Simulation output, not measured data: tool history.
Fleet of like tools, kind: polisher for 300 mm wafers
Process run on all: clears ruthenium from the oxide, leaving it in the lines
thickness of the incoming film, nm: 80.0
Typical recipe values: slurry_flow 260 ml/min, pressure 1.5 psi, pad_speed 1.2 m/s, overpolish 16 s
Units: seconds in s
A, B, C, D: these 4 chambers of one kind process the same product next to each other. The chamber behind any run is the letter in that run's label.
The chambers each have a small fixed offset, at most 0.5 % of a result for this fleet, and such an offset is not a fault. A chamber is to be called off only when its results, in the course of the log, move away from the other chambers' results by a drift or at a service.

run,hour,slurry_flow,pressure,pad_speed,overpolish,wafers polished on this pad,hours since the slurry nozzle was cleaned,hours since the head pressure was calibrated,seconds
# hour 4.4: chamber D: worn pad replaced by a new one
1D,7.5,260,1.5,1.2,16,34,414.4,431.6,69.787
2B,19.2,260,1.5,1.2,16,621,360.7,434.7,69.119
# hour 23.5: chamber C: slurry nozzle cleaned
3C,30.6,260,1.5,1.2,16,722,7.2,179.1,71.133
4A,40.1,260,1.5,1.2,16,665,95.2,214.7,68.146
# hour 48.5: chamber B: worn pad replaced by a new one
# hour 50.8: chamber A: worn pad replaced by a new one
5C,53.9,260,1.5,1.2,16,982,30.5,202.4,69.785
6D,62.4,260,1.5,1.2,16,646,469.3,486.5,69.137
7B,71.5,260,1.5,1.2,16,257,413.0,487.0,69.613
8A,80.2,260,1.5,1.2,16,328,135.3,254.8,70.329
# hour 82.0: chamber C: worn pad replaced by a new one
9A,90.2,260,1.5,1.2,16,439,145.3,264.8,68.780
# hour 100.2: chamber D: worn pad replaced by a new one
10B,102.5,330,1.7,1.2,16,602,444.0,518.0,59.108
# hour 105.5: chamber B: slurry nozzle cleaned
11D,116.6,330,1.7,1.2,16,183,523.5,540.7,58.960
# hour 117.6: chamber A: worn pad replaced by a new one
12C,124.5,330,1.7,1.2,16,474,101.1,273.0,57.956
13D,136.8,330,1.7,1.2,16,408,543.7,560.9,59.604
14C,147.2,260,1.5,1.2,16,727,123.8,295.7,67.775
# hour 152.7: chamber B: worn pad replaced by a new one
15B,154.5,260,1.5,1.2,16,20,49.0,570.0,71.129
16A,168.8,260,1.1,1.2,16,571,223.9,343.4,95.091
17D,178.1,260,1.1,1.2,16,868,585.0,602.2,91.451
18C,186.0,260,1.1,1.2,16,1160,162.6,334.5,91.544
# hour 190.7: chamber A: worn pad replaced by a new one
19B,193.9,260,1.1,1.2,16,459,88.4,609.4,96.441
# hour 194.5: chamber D: worn pad replaced by a new one
# hour 201.0: chamber C: worn pad replaced by a new one
# hour 204.3: chamber A: slurry nozzle cleaned
20A,206.9,260,1.5,1.2,16,181,2.7,381.5,68.361
21D,221.1,260,1.5,1.2,16,297,628.0,645.2,69.354
# hour 223.0: chamber D: slurry nozzle cleaned
22A,227.4,260,1.5,1.2,16,409,23.2,402.0,69.639
# hour 234.5: chamber C: slurry nozzle cleaned
23B,234.5,260,1.5,1.2,13,912,129.0,650.0,69.062
24C,242.3,260,1.5,1.2,13,460,7.8,390.8,66.583
# hour 249.1: chamber B: worn pad replaced by a new one
25B,250.0,260,1.5,1.2,13,11,144.5,665.5,69.524
26D,262.7,260,1.5,1.2,13,760,39.8,686.8,68.713
# hour 269.2: chamber A: worn pad replaced by a new one
27A,270.0,260,1.5,1.2,16,9,65.8,444.6,70.126
28C,279.4,260,1.5,1.2,16,874,44.9,427.9,64.106
29B,286.9,330,1.5,1.2,7,422,181.4,702.4,66.969
# hour 295.3: chamber D: worn pad replaced by a new one
30C,296.9,330,1.5,1.2,7,1069,62.4,445.4,62.048
31D,307.7,330,1.5,1.2,7,138,84.8,731.8,67.484

Decide between three cases: one chamber stands off from its peers, the gauge reading all wafers drifts, or nothing is wrong past each chamber's small offset. Where a chamber is off, say which and what most likely put it there.

Little by little, chamber C moves away from the other chambers.
Most likely cause: head's pressure above its setpoint, % = 9.71.

Which of the 4 candidates below, each the usual settings with something changed and its results left as question marks, puts chamber C back in line with what the other chambers give on the usual settings?
A result is in line if it is within this distance of the other chambers' mean on the usual settings: seconds 3.100 s
32C-1,318.0,260,1.4,1.16,16,,,,?
32C-2,318.0,265,1.5,1.40,16,,,,?
32C-3,318.0,260,1.5,1.30,16,,,,?
32C-4,318.0,260,1.4,1.10,16,,,,?

Mean of the other chambers on the usual settings: seconds 69.309 s
run,seconds
32C-1,70.490
32C-2,54.437
32C-3,58.748
32C-4,74.349
Change 32C-1 lands the chamber within the allowed miss of the other chambers.
